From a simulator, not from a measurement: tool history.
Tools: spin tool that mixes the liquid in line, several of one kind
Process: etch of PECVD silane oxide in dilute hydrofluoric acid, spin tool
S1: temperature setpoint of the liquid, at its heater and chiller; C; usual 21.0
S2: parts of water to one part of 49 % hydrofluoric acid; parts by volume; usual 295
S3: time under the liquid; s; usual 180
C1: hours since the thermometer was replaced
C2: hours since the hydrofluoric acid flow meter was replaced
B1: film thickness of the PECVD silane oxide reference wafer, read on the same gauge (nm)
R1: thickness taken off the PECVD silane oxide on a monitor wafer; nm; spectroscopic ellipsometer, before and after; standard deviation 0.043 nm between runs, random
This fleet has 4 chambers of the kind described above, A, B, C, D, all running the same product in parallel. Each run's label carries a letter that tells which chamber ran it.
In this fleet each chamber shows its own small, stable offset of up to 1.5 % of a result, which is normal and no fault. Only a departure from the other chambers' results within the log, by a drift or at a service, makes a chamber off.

Run 1B, hour 5.0: usual settings; C1 204.4; C2 2371.9; B1 100.020. Result: R1 6.7614 nm.
Run 2D, hour 7.8: usual settings; C1 970.1; C2 551.1; B1 99.996. Result: R1 6.6561 nm.
Run 3A, hour 12.1: usual settings; C1 656.8; C2 906.6; B1 99.997. Result: R1 6.6545 nm.
Run 4C, hour 16.0: usual settings; C1 746.2; C2 761.5; B1 100.010. Result: R1 6.5445 nm.
Run 5A, hour 19.3: usual settings; C1 664.0; C2 913.8; B1 99.992. Result: R1 6.5975 nm.
Run 6B, hour 22.4: usual settings; C1 221.8; C2 2389.3; B1 100.010. Result: R1 6.6688 nm.
Run 7C, hour 25.0: usual settings; C1 755.2; C2 770.5; B1 100.000. Result: R1 6.5617 nm.
Run 8D, hour 27.6: usual settings; C1 989.9; C2 570.9; B1 100.020. Result: R1 6.6657 nm.
Run 9C, hour 32.0: usual settings; C1 762.2; C2 777.5; B1 100.010. Result: R1 6.4108 nm.
Run 10D, hour 35.2: usual settings but S1 17.0 C; C1 997.5; C2 578.5; B1 100.010. Result: R1 5.7777 nm.
Run 11B, hour 38.8: usual settings but S1 17.0 C; C1 238.2; C2 2405.7; B1 100.010. Result: R1 5.7511 nm.
At hour 39.6: chamber B: hydrofluoric acid flow meter replaced.
Run 12A, hour 41.8: usual settings but S1 17.0 C; C1 686.5; C2 936.3; B1 100.010. Result: R1 5.7282 nm.
Run 13C, hour 44.9: usual settings but S1 17.0 C; C1 775.1; C2 790.4; B1 99.996. Result: R1 5.5385 nm.
Run 14B, hour 48.8: usual settings; C1 248.2; C2 9.2; B1 99.995. Result: R1 6.5995 nm.
Run 15A, hour 53.6: usual settings but S1 19.5 C, S3 230 s; C1 698.3; C2 948.1; B1 99.986. Result: R1 7.9774 nm.
Run 16D, hour 56.0: usual settings but S1 19.5 C, S3 230 s; C1 1018.3; C2 599.3; B1 99.990. Result: R1 8.1956 nm.
Run 17C, hour 59.8: usual settings but S1 19.5 C, S3 230 s; C1 790.0; C2 805.3; B1 99.997. Result: R1 7.6838 nm.
Run 18A, hour 63.8: usual settings but S1 19.5 C, S3 230 s; C1 708.5; C2 958.3; B1 99.981. Result: R1 8.1001 nm.
Run 19D, hour 66.9: usual settings; C1 1029.2; C2 610.2; B1 99.999. Result: R1 6.6599 nm.
Run 20B, hour 70.1: usual settings; C1 269.5; C2 30.5; B1 100.020. Result: R1 6.6465 nm.
Run 21D, hour 74.3: usual settings; C1 1036.6; C2 617.6; B1 99.998. Result: R1 6.7971 nm.
Run 22C, hour 78.9: usual settings; C1 809.1; C2 824.4; B1 100.010. Result: R1 6.2272 nm.
Run 23A, hour 81.7: usual settings; C1 726.4; C2 976.2; B1 100.010. Result: R1 6.6494 nm.
Run 24B, hour 84.9: usual settings; C1 284.3; C2 45.3; B1 100.020. Result: R1 6.5846 nm.
Run 25C, hour 87.3: usual settings; C1 817.5; C2 832.8; B1 100.010. Result: R1 6.1207 nm.
Run 26A, hour 89.7: usual settings; C1 734.4; C2 984.2; B1 99.996. Result: R1 6.6642 nm.
Run 27D, hour 94.1: usual settings; C1 1056.4; C2 637.4; B1 99.985. Result: R1 6.6685 nm.

The same settings go to every chamber for the next run, one line per chamber below. Forecast the results for each:
Run 28A, hour 97.7: usual settings. Result: R1 ?.
Run 28B, hour 97.7: usual settings. Result: R1 ?.
Run 28C, hour 97.7: usual settings. Result: R1 ?.
Run 28D, hour 97.7: usual settings. Result: R1 ?.

run      R1
28A  6.7816
28B  6.6285
28C  6.0761
28D  6.7410
